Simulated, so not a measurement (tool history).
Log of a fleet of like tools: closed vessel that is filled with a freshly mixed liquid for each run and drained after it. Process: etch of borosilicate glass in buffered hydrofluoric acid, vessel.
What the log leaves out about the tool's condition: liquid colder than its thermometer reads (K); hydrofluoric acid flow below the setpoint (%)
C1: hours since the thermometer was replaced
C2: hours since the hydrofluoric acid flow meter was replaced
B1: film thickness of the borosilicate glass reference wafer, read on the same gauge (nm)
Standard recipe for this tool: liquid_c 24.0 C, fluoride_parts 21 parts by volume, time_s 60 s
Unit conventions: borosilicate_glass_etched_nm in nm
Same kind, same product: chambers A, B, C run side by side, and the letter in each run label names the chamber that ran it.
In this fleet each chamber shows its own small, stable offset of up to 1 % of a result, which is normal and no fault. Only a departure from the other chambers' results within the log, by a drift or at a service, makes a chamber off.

run 1B hour=3.1 | liquid_c=24.0 fluoride_parts=21 time_s=60 | C1=587.9 C2=1255.2 | B1=80.017 | borosilicate_glass_etched_nm=36.776
run 2A hour=5.8 | liquid_c=24.0 fluoride_parts=21 time_s=60 | C1=546.3 C2=666.6 | B1=79.983 | borosilicate_glass_etched_nm=36.533
run 3C hour=9.1 | liquid_c=24.0 fluoride_parts=21 time_s=60 | C1=469.5 C2=1715.3 | B1=80.004 | borosilicate_glass_etched_nm=36.796
run 4C hour=13.0 | liquid_c=24.0 fluoride_parts=21 time_s=60 | C1=473.4 C2=1719.2 | B1=80.013 | borosilicate_glass_etched_nm=37.028
run 5A hour=15.8 | liquid_c=24.0 fluoride_parts=21 time_s=60 | C1=556.3 C2=676.6 | B1=80.025 | borosilicate_glass_etched_nm=36.120
run 6B hour=19.8 | liquid_c=24.0 fluoride_parts=21 time_s=60 | C1=604.6 C2=1271.9 | B1=79.965 | borosilicate_glass_etched_nm=35.916
run 7B hour=22.4 | liquid_c=24.0 fluoride_parts=21 time_s=60 | C1=607.2 C2=1274.5 | B1=80.022 | borosilicate_glass_etched_nm=35.984
run 8A hour=27.2 | liquid_c=24.0 fluoride_parts=21 time_s=35 | C1=567.7 C2=688.0 | B1=80.014 | borosilicate_glass_etched_nm=21.392
run 9C hour=30.5 | liquid_c=24.0 fluoride_parts=21 time_s=35 | C1=490.9 C2=1736.7 | B1=79.999 | borosilicate_glass_etched_nm=21.665
run 10C hour=34.8 | liquid_c=24.0 fluoride_parts=21 time_s=35 | C1=495.2 C2=1741.0 | B1=79.981 | borosilicate_glass_etched_nm=21.409
run 11B hour=39.3 | liquid_c=24.0 fluoride_parts=21 time_s=60 | C1=624.1 C2=1291.4 | B1=80.003 | borosilicate_glass_etched_nm=36.163
run 12A hour=42.8 | liquid_c=24.0 fluoride_parts=21 time_s=60 | C1=583.3 C2=703.6 | B1=79.971 | borosilicate_glass_etched_nm=36.137
run 13A hour=45.0 | liquid_c=24.0 fluoride_parts=21 time_s=60 | C1=585.5 C2=705.8 | B1=79.989 | borosilicate_glass_etched_nm=35.931
run 14C hour=47.2 | liquid_c=27.5 fluoride_parts=21 time_s=60 | C1=507.6 C2=1753.4 | B1=79.954 | borosilicate_glass_etched_nm=43.891
run 15B hour=49.9 | liquid_c=27.5 fluoride_parts=21 time_s=60 | C1=634.7 C2=1302.0 | B1=80.002 | borosilicate_glass_etched_nm=44.160
run 16C hour=54.3 | liquid_c=27.5 fluoride_parts=21 time_s=60 | C1=514.7 C2=1760.5 | B1=80.035 | borosilicate_glass_etched_nm=42.880
run 17B hour=58.9 | liquid_c=24.0 fluoride_parts=21 time_s=60 | C1=643.7 C2=1311.0 | B1=79.969 | borosilicate_glass_etched_nm=36.080
run 18A hour=61.9 | liquid_c=24.0 fluoride_parts=21 time_s=60 | C1=602.4 C2=722.7 | B1=79.976 | borosilicate_glass_etched_nm=36.357
run 19B hour=64.4 | liquid_c=24.0 fluoride_parts=21 time_s=60 | C1=649.2 C2=1316.5 | B1=80.001 | borosilicate_glass_etched_nm=36.234
run 20C hour=67.1 | liquid_c=24.0 fluoride_parts=21 time_s=60 | C1=527.5 C2=1773.3 | B1=80.046 | borosilicate_glass_etched_nm=35.488
run 21A hour=71.0 | liquid_c=19.0 fluoride_parts=15 time_s=60 | C1=611.5 C2=731.8 | B1=79.979 | borosilicate_glass_etched_nm=37.997
run 22A hour=74.3 | liquid_c=19.0 fluoride_parts=15 time_s=60 | C1=614.8 C2=735.1 | B1=80.003 | borosilicate_glass_etched_nm=37.750

All chambers now run identical settings, listed one chamber a line with results as question marks. What results will each chamber show?
run 23A hour=77.8 | liquid_c=24.0 fluoride_parts=21 time_s=60 | borosilicate_glass_etched_nm=?
run 23B hour=77.8 | liquid_c=24.0 fluoride_parts=21 time_s=60 | borosilicate_glass_etched_nm=?
run 23C hour=77.8 | liquid_c=24.0 fluoride_parts=21 time_s=60 | borosilicate_glass_etched_nm=?

run=23A borosilicate_glass_etched_nm=36.412
run=23B borosilicate_glass_etched_nm=35.903
run=23C borosilicate_glass_etched_nm=34.588
